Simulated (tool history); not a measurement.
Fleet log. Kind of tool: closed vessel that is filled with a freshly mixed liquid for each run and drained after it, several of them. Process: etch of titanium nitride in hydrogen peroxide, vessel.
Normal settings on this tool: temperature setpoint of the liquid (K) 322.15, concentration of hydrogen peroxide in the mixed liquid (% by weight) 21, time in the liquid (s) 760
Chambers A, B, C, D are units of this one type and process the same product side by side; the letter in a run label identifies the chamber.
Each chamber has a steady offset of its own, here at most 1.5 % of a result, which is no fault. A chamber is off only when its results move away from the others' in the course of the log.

run,hour,temperature setpoint of the liquid (K),concentration of hydrogen peroxide in the mixed liquid (% by weight),time in the liquid (s),"read-back film thickness of the titanium nitride reference wafer, read on the same gauge (nm)",thickness taken off the titanium nitride on a monitor wafer (angstrom)
1B,4.9,322.15,21,760,60.002,591.99
2A,8.1,322.15,21,760,59.961,597.52
3C,11.8,322.15,21,760,60.029,600.55
4D,15.9,322.15,21,760,60,583.81
5C,19.5,322.15,21,760,59.99,600.33
6A,22.3,322.15,21,760,59.992,594.07
7B,26.2,322.15,21,760,60.01,591.22
8D,29.2,322.15,21,760,60.017,586.14
# hour 31.9: chamber A: thermometer replaced
9A,33.4,322.15,21,760,59.996,594.78
10C,36.8,322.15,21,760,60.018,589.15
11D,42.1,322.15,21,760,60.021,585.97
12B,47.9,322.15,21,760,60.023,596.43
13A,51.9,322.15,21,760,60.009,596.94
# hour 54.7: chamber B: peroxide flow meter replaced
14B,56.8,322.15,21,760,60.024,596.89
15D,59.8,322.15,21,760,60.019,579.91
16C,65.9,322.15,21,760,59.98,608.65
17D,71.1,322.15,21,760,60.005,590.8
18C,77.3,322.15,21,760,59.985,616.82
19B,82.9,322.15,21,760,60.039,592.28
20A,88.9,322.15,21,760,59.971,591.73
21B,94.6,322.15,21,760,59.976,592.64
# hour 95.1: chamber A: new drum of peroxide connected
22A,99.3,322.15,21,760,59.991,595.87
# hour 102.4: chamber D: peroxide flow meter replaced
23C,105.1,322.15,18,760,60.027,604.37
24D,109.2,322.15,18,760,60.022,566.29
25C,112.4,322.15,18,760,60.036,607.93
26B,117.2,322.15,18,760,60.028,576.37
27A,121,322.15,17,1020,60.023,754.73
28D,127,322.15,17,1020,60.016,746.9
29B,131.2,322.15,17,1020,60.029,759.79
30C,134.3,322.15,17,1020,59.987,808.72
31D,137.7,322.15,21,760,60.053,586.81
32A,141.8,329.15,26.5,760,60.021,1021.1
33D,145.6,329.15,26.5,760,60.016,1033.9
34C,148.8,329.15,26.5,760,60.044,1100.6
35B,152,329.15,26.5,760,59.946,1026.1
36A,156,322.15,21,760,59.986,596.19
37A,158.8,322.15,21,760,59.981,600.05
38D,164.8,322.15,21,760,59.981,585.63
39C,170.6,322.15,21,760,60.033,658.84
40B,175.3,322.15,21,760,59.998,592.63
41A,178.7,322.15,21,760,59.999,594.01
42B,183,322.15,21,760,59.997,586.86
43D,186.3,322.15,21,760,60.011,580.25
44C,190.6,322.15,21,760,59.992,670.51

Does one chamber stand apart from the rest, does the shared gauge drift, or is all well apart from small per-chamber offsets? Give the chamber and the most likely cause, where there is one.

One chamber, C, drifts off from the rest bit by bit.
Most likely cause: liquid hotter than its thermometer reads (K) = 1.43.

Which of the 4 candidates below, each the usual settings with something changed and its results left as question marks, puts chamber C back in line with what the other chambers give on the usual settings?
In line means no further than this from the other chambers' mean on the usual settings: thickness taken off the titanium nitride on a monitor wafer (angstrom) 17
45C-1,195,323.65,21,760,,?
45C-2,195,320.15,21,690,,?
45C-3,195,321.15,21,725,,?
45C-4,195,324.15,21,830,,?

What the other chambers average on the usual settings: thickness taken off the titanium nitride on a monitor wafer (angstrom) 591.68
run,thickness taken off the titanium nitride on a monitor wafer (angstrom)
45C-1,740.06
45C-2,520.43
45C-3,588.51
45C-4,838.14
45C-3 brings the chamber back in line.
